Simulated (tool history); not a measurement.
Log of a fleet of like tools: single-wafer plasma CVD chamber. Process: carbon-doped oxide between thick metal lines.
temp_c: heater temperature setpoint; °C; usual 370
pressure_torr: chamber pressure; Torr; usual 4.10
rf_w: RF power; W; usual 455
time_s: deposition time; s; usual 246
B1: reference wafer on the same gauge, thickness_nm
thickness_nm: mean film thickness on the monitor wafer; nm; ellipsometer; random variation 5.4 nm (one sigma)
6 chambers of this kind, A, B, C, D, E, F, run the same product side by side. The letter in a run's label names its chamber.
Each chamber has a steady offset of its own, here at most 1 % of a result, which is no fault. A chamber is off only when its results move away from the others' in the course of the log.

Run 1A, hour 8.8: usual settings; B1 1200.1. Result: thickness_nm 1095.80 nm.
Run 2B, hour 24.3: usual settings; B1 1200.3. Result: thickness_nm 1087.80 nm.
Run 3D, hour 36.8: usual settings; B1 1198.8. Result: thickness_nm 1066.20 nm.
Run 4E, hour 44.7: usual settings; B1 1198.9. Result: thickness_nm 1084.70 nm.
Run 5F, hour 59.0: usual settings; B1 1199.3. Result: thickness_nm 1089.20 nm.
Run 6C, hour 66.5: usual settings; B1 1199.7. Result: thickness_nm 1085.50 nm.
Run 7A, hour 76.2: usual settings; B1 1200.7. Result: thickness_nm 1080.90 nm.
At hour 76.4: chamber D: capacitance manometer re-zeroed and calibrated.
Run 8B, hour 91.2: usual settings; B1 1198.2. Result: thickness_nm 1091.80 nm.
Run 9F, hour 102.3: usual settings; B1 1199.6. Result: thickness_nm 1084.80 nm.
Run 10E, hour 113.8: usual settings; B1 1200.2. Result: thickness_nm 1086.70 nm.
At hour 115.3: chamber A: thermocouple changed; heater temperature recalibrated.
Run 11D, hour 125.8: usual settings but temp_c 381 °C, time_s 230 s; B1 1199.4. Result: thickness_nm 978.81 nm.
Run 12C, hour 134.1: usual settings but temp_c 381 °C, time_s 230 s; B1 1200.4. Result: thickness_nm 981.99 nm.
Run 13D, hour 149.6: usual settings but temp_c 381 °C, time_s 230 s; B1 1199.7. Result: thickness_nm 976.91 nm.
Run 14E, hour 156.8: usual settings but temp_c 381 °C, time_s 230 s; B1 1201.3. Result: thickness_nm 996.81 nm.
Run 15A, hour 166.2: usual settings but temp_c 381 °C, time_s 230 s; B1 1199.1. Result: thickness_nm 996.35 nm.
Run 16C, hour 174.3: usual settings but temp_c 381 °C, time_s 230 s; B1 1199.9. Result: thickness_nm 985.47 nm.
Run 17F, hour 187.2: usual settings; B1 1200.3. Result: thickness_nm 1075.00 nm.
Run 18B, hour 201.6: usual settings; B1 1200.1. Result: thickness_nm 1085.40 nm.
At hour 206.2: chamber B: RF generator calibrated.
Run 19B, hour 214.2: usual settings; B1 1199.7. Result: thickness_nm 1081.10 nm.
Run 20A, hour 221.9: usual settings; B1 1198.7. Result: thickness_nm 1086.80 nm.
Run 21F, hour 231.8: usual settings; B1 1199.7. Result: thickness_nm 1083.10 nm.
Run 22D, hour 244.1: usual settings; B1 1197.6. Result: thickness_nm 1055.50 nm.
Run 23C, hour 254.5: usual settings; B1 1199.8. Result: thickness_nm 1083.00 nm.
Run 24E, hour 264.3: usual settings; B1 1198.6. Result: thickness_nm 1086.40 nm.
Run 25E, hour 274.4: usual settings but temp_c 356 °C; B1 1200.5. Result: thickness_nm 1117.50 nm.
Run 26D, hour 281.9: usual settings but temp_c 356 °C; B1 1201.4. Result: thickness_nm 1086.00 nm.
Run 27B, hour 289.8: usual settings but temp_c 356 °C; B1 1200.7. Result: thickness_nm 1113.10 nm.
Run 28F, hour 303.5: usual settings but temp_c 356 °C; B1 1198.9. Result: thickness_nm 1121.60 nm.
Run 29A, hour 315.8: usual settings but temp_c 356 °C; B1 1198.4. Result: thickness_nm 1125.30 nm.
Run 30C, hour 326.1: usual settings but temp_c 356 °C; B1 1199.7. Result: thickness_nm 1115.60 nm.
Run 31B, hour 340.7: usual settings; B1 1199.9. Result: thickness_nm 1088.40 nm.
Run 32C, hour 348.8: usual settings; B1 1201.6. Result: thickness_nm 1086.90 nm.
Run 33A, hour 356.7: usual settings; B1 1199.4. Result: thickness_nm 1089.80 nm.
At hour 367.1: chamber D: thermocouple changed; heater temperature recalibrated.
Run 34E, hour 370.1: usual settings but pressure_torr 3.44 Torr; B1 1200.3. Result: thickness_nm 1062.70 nm.
Run 35D, hour 385.5: usual settings but pressure_torr 3.44 Torr; B1 1200.9. Result: thickness_nm 1015.00 nm.
Run 36F, hour 393.6: usual settings but pressure_torr 3.44 Torr; B1 1199.8. Result: thickness_nm 1053.70 nm.
Run 37A, hour 409.4: usual settings but pressure_torr 3.44 Torr; B1 1199.7. Result: thickness_nm 1066.00 nm.
Run 38D, hour 420.1: usual settings but pressure_torr 3.44 Torr; B1 1200.3. Result: thickness_nm 1008.10 nm.
Run 39F, hour 433.7: usual settings but pressure_torr 3.44 Torr; B1 1200.2. Result: thickness_nm 1063.60 nm.
Run 40B, hour 441.3: usual settings; B1 1200.6. Result: thickness_nm 1079.70 nm.
Run 41C, hour 453.3: usual settings; B1 1200.0. Result: thickness_nm 1081.60 nm.
Run 42E, hour 463.0: usual settings; B1 1199.6. Result: thickness_nm 1082.60 nm.
Run 43C, hour 470.2: usual settings; B1 1199.8. Result: thickness_nm 1089.20 nm.
Run 44E, hour 478.6: usual settings; B1 1198.6. Result: thickness_nm 1075.30 nm.

Next, every chamber runs the same settings. What will each give?
Run 45A, hour 489.9: usual settings. Result: thickness_nm ?.
Run 45B, hour 489.9: usual settings. Result: thickness_nm ?.
Run 45C, hour 489.9: usual settings. Result: thickness_nm ?.
Run 45D, hour 489.9: usual settings. Result: thickness_nm ?.
Run 45E, hour 489.9: usual settings. Result: thickness_nm ?.
Run 45F, hour 489.9: usual settings. Result: thickness_nm ?.

run  thickness_nm
45A       1086.20
45B       1079.10
45C       1084.30
45D       1016.90
45E       1076.00
45F       1094.40
